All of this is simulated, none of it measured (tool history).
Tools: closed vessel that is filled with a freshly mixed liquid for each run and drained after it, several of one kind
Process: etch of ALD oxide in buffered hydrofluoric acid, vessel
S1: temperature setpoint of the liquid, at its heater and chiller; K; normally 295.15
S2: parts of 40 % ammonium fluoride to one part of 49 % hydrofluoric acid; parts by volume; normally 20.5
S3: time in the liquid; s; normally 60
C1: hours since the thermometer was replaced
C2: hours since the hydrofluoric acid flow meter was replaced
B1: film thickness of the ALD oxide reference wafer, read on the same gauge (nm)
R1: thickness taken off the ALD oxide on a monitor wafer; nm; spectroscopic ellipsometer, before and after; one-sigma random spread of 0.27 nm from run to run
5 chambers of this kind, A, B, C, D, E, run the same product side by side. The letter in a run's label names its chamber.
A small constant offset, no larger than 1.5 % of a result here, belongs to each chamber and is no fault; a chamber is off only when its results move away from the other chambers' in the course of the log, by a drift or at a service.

run	day	S1	S2	S3	C1	C2	B1	R1
1A	0.371	295.15	20.5	60	1373.6	649.9	120.01	66.59
2B	0.658	295.15	20.5	60	799.7	1723	119.99	66.525
# day 1.062: chamber D: hydrofluoric acid flow meter replaced
3C	1.083	295.15	20.5	60	161.2	75.2	120.03	67.65
4E	1.588	295.15	20.5	60	278.8	626	120.01	66.516
5D	2.121	295.15	20.5	60	651.8	25.4	120.02	67.153
6D	2.4	295.15	20.5	60	658.5	32.1	119.99	67.813
7B	2.867	295.15	20.5	60	852.7	1776	120	67.447
8A	3.292	295.15	20.5	60	1443.7	720	120.01	66.131
9E	3.867	295.15	20.5	60	333.5	680.7	120.03	66.442
10C	4.458	295.15	20.5	60	242.2	156.2	120.03	67.685
11B	4.912	295.15	20.5	60	901.8	1825.1	119.99	66.716
12E	5.242	295.15	20.5	60	366.5	713.7	119.96	66.21
13A	5.579	291.15	14	60	1498.6	774.9	120.03	77.074
14D	6.162	291.15	14	60	748.8	122.4	119.98	79.088
15C	6.762	291.15	14	60	297.5	211.5	120.02	77.21
16E	7.229	291.15	14	60	414.2	761.4	119.98	77.324
17C	7.8	291.15	14	60	322.4	236.4	120.02	78.008
18B	8.133	295.15	20.5	60	979.1	1902.4	120.02	67.225
19D	8.475	295.15	20.5	60	804.3	177.9	119.99	68.273
20A	8.879	295.15	20.5	60	1577.8	854.1	119.99	66.909
21E	9.354	295.15	20.5	60	465.2	812.4	120.02	66.278
22B	9.692	295.15	20.5	60	1016.5	1939.8	120.04	67.36
23D	10.229	295.15	20.5	60	846.4	220	120	68.728
24C	10.7	295.15	20.5	60	392	306	119.97	67.487
25A	11.117	295.15	20.5	60	1631.5	907.8	119.99	66.474
26E	11.654	298.65	20.5	45	520.4	867.6	120.01	59.998
27A	12.017	298.65	20.5	45	1653.1	929.4	119.97	60.576
28C	12.392	298.65	20.5	45	432.6	346.6	119.99	61.434
29B	12.912	298.65	20.5	45	1093.8	2017.1	119.98	61.257
30D	13.2	298.65	20.5	45	917.7	291.3	119.97	63.458
31C	13.754	295.15	20.5	60	465.3	379.3	119.98	67.4
32D	14.292	295.15	20.5	60	943.9	317.5	120.02	70.808
33A	14.704	295.15	20.5	60	1717.6	993.9	119.99	66.239
34B	14.992	295.15	20.5	60	1143.7	2067	120.02	66.782
35E	15.467	295.15	20.5	45	611.9	959.1	120	49.535
36A	15.942	295.15	20.5	45	1747.3	1023.6	120	49.833
37D	16.325	295.15	20.5	45	992.7	366.3	120	53.164
38B	16.771	295.15	20.5	45	1186.4	2109.7	119.99	50.249
39C	17.158	295.15	20.5	45	547	461	119.99	50.727

Is one chamber off against the others, does the gauge drift, or is nothing wrong? If a chamber is off, say which, and what the likeliest cause is.

It is chamber D that slowly wanders off from its peers.
Cause: liquid hotter than its thermometer reads (K) = 0.973.
It could be hard to tell apart here from: hydrofluoric acid flow above the setpoint (%).

Here are 4 candidates for chamber D's next run, each the usual settings with a change, their results left as question marks. Which one brings its results back in line with what the others give on the usual settings?
To be in line, a result may differ from the other chambers' mean on the usual settings by at most: R1 0.94 nm
40D-1	17.612	295.15	19	60				?
40D-2	17.612	294.65	21.5	60				?
40D-3	17.612	295.65	20.5	60				?
40D-4	17.612	294.65	20.5	60				?

On the usual settings, the other chambers give on average: R1 66.871 nm
run	R1
40D-1	76.139
40D-2	66.967
40D-3	73.112
40D-4	69.23
The answer is 40D-2, which returns the chamber to within the allowed miss of the others.
